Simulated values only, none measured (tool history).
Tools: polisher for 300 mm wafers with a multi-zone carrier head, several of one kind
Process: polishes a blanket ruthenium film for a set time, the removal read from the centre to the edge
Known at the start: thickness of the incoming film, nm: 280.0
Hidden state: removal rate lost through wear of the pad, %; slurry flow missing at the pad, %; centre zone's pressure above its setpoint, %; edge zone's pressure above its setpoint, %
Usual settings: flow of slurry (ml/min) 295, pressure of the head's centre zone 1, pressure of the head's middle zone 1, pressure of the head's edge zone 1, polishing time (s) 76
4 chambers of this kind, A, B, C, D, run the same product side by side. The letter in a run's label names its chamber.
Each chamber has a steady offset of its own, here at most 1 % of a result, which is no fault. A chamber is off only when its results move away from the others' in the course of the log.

run     day  flow of slurry (ml/min)  pressure of the head's centre zone  pressure of the head's middle zone  pressure of the head's edge zone  polishing time (s)  wafers polished on this pad  hours since the slurry nozzle was cleaned  hours since the centre zone pressure was calibrated  hours since the edge zone pressure was calibrated  film removed at the wafer's centre (angstrom)  film removed at mid-radius (angstrom)  film removed at the wafer's edge (angstrom)
      0.033  -- chamber A: worn pad replaced by a new one
 1B   0.229                      295                                   1                                   1                                 1                  76                          478                                       59.1                                                 36.9                                              781.5                                         767.72                                  759.1                                       773.58
 2D   0.646                      295                                   1                                   1                                 1                  76                          933                                       99.9                                                102.6                                             1014.8                                         772.41                                 765.49                                       754.25
 3C   1.017                      295                                   1                                   1                                 1                  76                          833                                       63.8                                                141.2                                              240.4                                         767.93                                 748.88                                       763.69
      1.188  -- chamber B: worn pad replaced by a new one
 4A   1.296                      295                                   1                                   1                                 1                  76                          367                                      227.7                                                814.7                                                133                                         772.68                                 754.97                                       757.67
      1.492  -- chamber D: worn pad replaced by a new one
 5D   1.696                      295                                   1                                   1                               1.1                  76                           60                                      125.1                                                127.8                                               1040                                         771.91                                 767.59                                       788.69
 6C   1.988                      295                                   1                                   1                               1.1                  76                         1115                                       87.1                                                164.5                                              263.7                                         758.24                                 741.44                                       783.84
 7A   2.254                      295                                   1                                   1                               1.1                  76                          646                                      250.7                                                837.7                                                156                                          774.2                                 768.95                                       784.13
      2.271  -- chamber A: worn pad replaced by a new one
 8B   2.671                      295                                   1                                   1                               1.1                  76                          431                                      117.7                                                 95.5                                              840.1                                         760.99                                 755.47                                       796.41
 9D   3.025                      295                                   1                                   1                                 1                  76                          446                                        157                                                159.7                                             1071.9                                         763.45                                 756.29                                       767.77
10A   3.254                      295                                   1                                   1                                 1                  76                          286                                      274.7                                                861.7                                                180                                          774.7                                 762.05                                       773.08
11B   3.546                      295                                0.96                                   1                                 1                  76                          686                                      138.7                                                116.5                                              861.1                                         743.23                                 766.09                                       762.85
      3.725  -- chamber B: worn pad replaced by a new one
12C   3.988                      295                                0.96                                   1                                 1                  76                         1697                                      135.1                                                212.5                                              311.7                                         712.06                                  726.3                                       747.56
      4.129  -- chamber A: worn pad replaced by a new one
13C   4.283                      295                                0.96                                   1                                 1                  76                         1783                                      142.2                                                219.6                                              318.8                                         701.26                                 734.25                                       751.16
14D   4.554                      295                                0.96                                   1                                 1                  76                          891                                      193.7                                                196.4                                             1108.6                                         736.41                                 761.64                                       761.08
15A   4.933                      295                                   1                                   1                                 1                  76                          234                                        315                                                  902                                              220.3                                         769.64                                 773.53                                        766.2
16B   5.221                      295                                   1                                   1                                 1                  76                          435                                      178.9                                                156.7                                              901.3                                         762.67                                 759.86                                       754.43
      5.354  -- chamber D: worn pad replaced by a new one
17B   5.454                      295                                   1                                   1                                 1                  76                          503                                      184.5                                                162.3                                              906.9                                         761.89                                 761.98                                       764.23
18A   5.708                      295                                   1                                   1                                 1                  76                          460                                      333.6                                                920.6                                              238.9                                         773.64                                 763.05                                       765.48
19D   6.096                      295                                   1                                   1                                 1                  76                          216                                      230.7                                                233.4                                             1145.6                                         770.15                                 773.71                                       762.42
      6.404  -- chamber B: worn pad replaced by a new one
      6.433  -- chamber A: worn pad replaced by a new one
20C   6.438                      295                                0.92                                   1                                 1                  76                         2409                                      193.9                                                271.3                                              370.5                                         661.68                                 701.15                                       720.35
      6.608  -- chamber A: slurry nozzle cleaned
21B   6.858                      295                                0.92                                   1                                 1                  76                          132                                      218.2                                                  196                                              940.6                                         697.86                                 780.75                                       757.35
22C   7.133                      295                                0.92                                   1                                 1                  76                         2612                                      210.6                                                  288                                              387.2                                          651.1                                 722.33                                       727.68
23D   7.346                      295                                0.92                                   1                                 1                  76                          579                                      260.7                                                263.4                                             1175.6                                         698.63                                 775.33                                       753.38
24A   7.717                      295                                   1                                   1                                 1                  76                          373                                       26.7                                                968.8                                              287.1                                          772.4                                 772.45                                       766.77
25C   8.138                      295                                   1                                   1                                 1                  76                         2904                                      234.7                                                312.1                                              411.3                                         703.82                                 687.24                                       716.36
      8.258  -- chamber D: centre zone pressure recalibrated
26D   8.571                      295                                   1                                   1                                 1                  76                          936                                      290.1                                                  7.5                                               1205                                         773.84                                 769.29                                       764.56
        8.6  -- chamber D: worn pad replaced by a new one
      8.625  -- chamber A: worn pad replaced by a new one
27B   8.783                      385                                   1                                0.95                                 1                  76                          692                                      264.4                                                242.2                                              986.8                                         781.69                                 756.12                                       767.46
28A   9.096                      385                                   1                                0.95                                 1                  76                          137                                       59.8                                               1001.9                                              320.2                                         795.34                                 734.19                                       767.32
      9.121  -- chamber B: worn pad replaced by a new one
29D   9.442                      385                                   1                                0.95                                 1                  76                          244                                        311                                                 28.4                                             1225.9                                         795.31                                 746.36                                       762.39
30A   9.846                      385                                   1                                0.95                                 1                  76                          356                                       77.8                                               1019.9                                              338.2                                         781.04                                 749.58                                       772.91
      9.917  -- chamber B: slurry nozzle cleaned
31C  10.054                      295                                   1                                   1                                 1                  76                         3461                                      280.7                                                358.1                                              457.3                                         690.51                                 688.83                                       703.06
32B  10.296                      295                                   1                                   1                                 1                  76                          342                                        9.2                                                278.5                                             1023.1                                         763.28                                 797.53                                       751.27
33D  10.638                      295                                   1                                   1                                 1                  76                          592                                      339.7                                                 57.1                                             1254.6                                         761.02                                  770.4                                       772.06

Is one chamber off against the others, does the gauge drift, or is nothing wrong? If a chamber is off, say which, and what the likeliest cause is.

Chamber C drifts away from the others.
Cause: removal rate lost through wear of the pad, % = 9.97.

Here are 4 candidates for chamber C's next run, each the usual settings with a change, their results left as question marks. Which one brings its results back in line with what the others give on the usual settings?
In line means no further than this from the other chambers' mean on the usual settings: film removed at the wafer's centre (angstrom) 21; film removed at mid-radius (angstrom) 40; film removed at the wafer's edge (angstrom) 33
34C-1  10.954                      290                                   1                                0.98                              1.01                  69                                                                                                                                                                                                                              ?                                      ?                                            ?
34C-2  10.954                      295                                   1                                0.99                                 1                  73                                                                                                                                                                                                                              ?                                      ?                                            ?
34C-3  10.954                      295                                   1                                1.01                                 1                  79                                                                                                                                                                                                                              ?                                      ?                                            ?
34C-4  10.954                      300                                1.01                                1.02                              0.99                  84                                                                                                                                                                                                                              ?                                      ?                                            ?

The other chambers' mean on the usual settings: film removed at the wafer's centre (angstrom) 766.5; film removed at mid-radius (angstrom) 767.02; film removed at the wafer's edge (angstrom) 763.68
  run  film removed at the wafer's centre (angstrom)  film removed at mid-radius (angstrom)  film removed at the wafer's edge (angstrom)
34C-1                                         625.07                                 603.02                                       629.76
34C-2                                         662.59                                 645.04                                        663.6
34C-3                                         717.16                                 710.98                                       717.93
34C-4                                         772.31                                 764.05                                       760.24
34C-4 brings the chamber back in line.

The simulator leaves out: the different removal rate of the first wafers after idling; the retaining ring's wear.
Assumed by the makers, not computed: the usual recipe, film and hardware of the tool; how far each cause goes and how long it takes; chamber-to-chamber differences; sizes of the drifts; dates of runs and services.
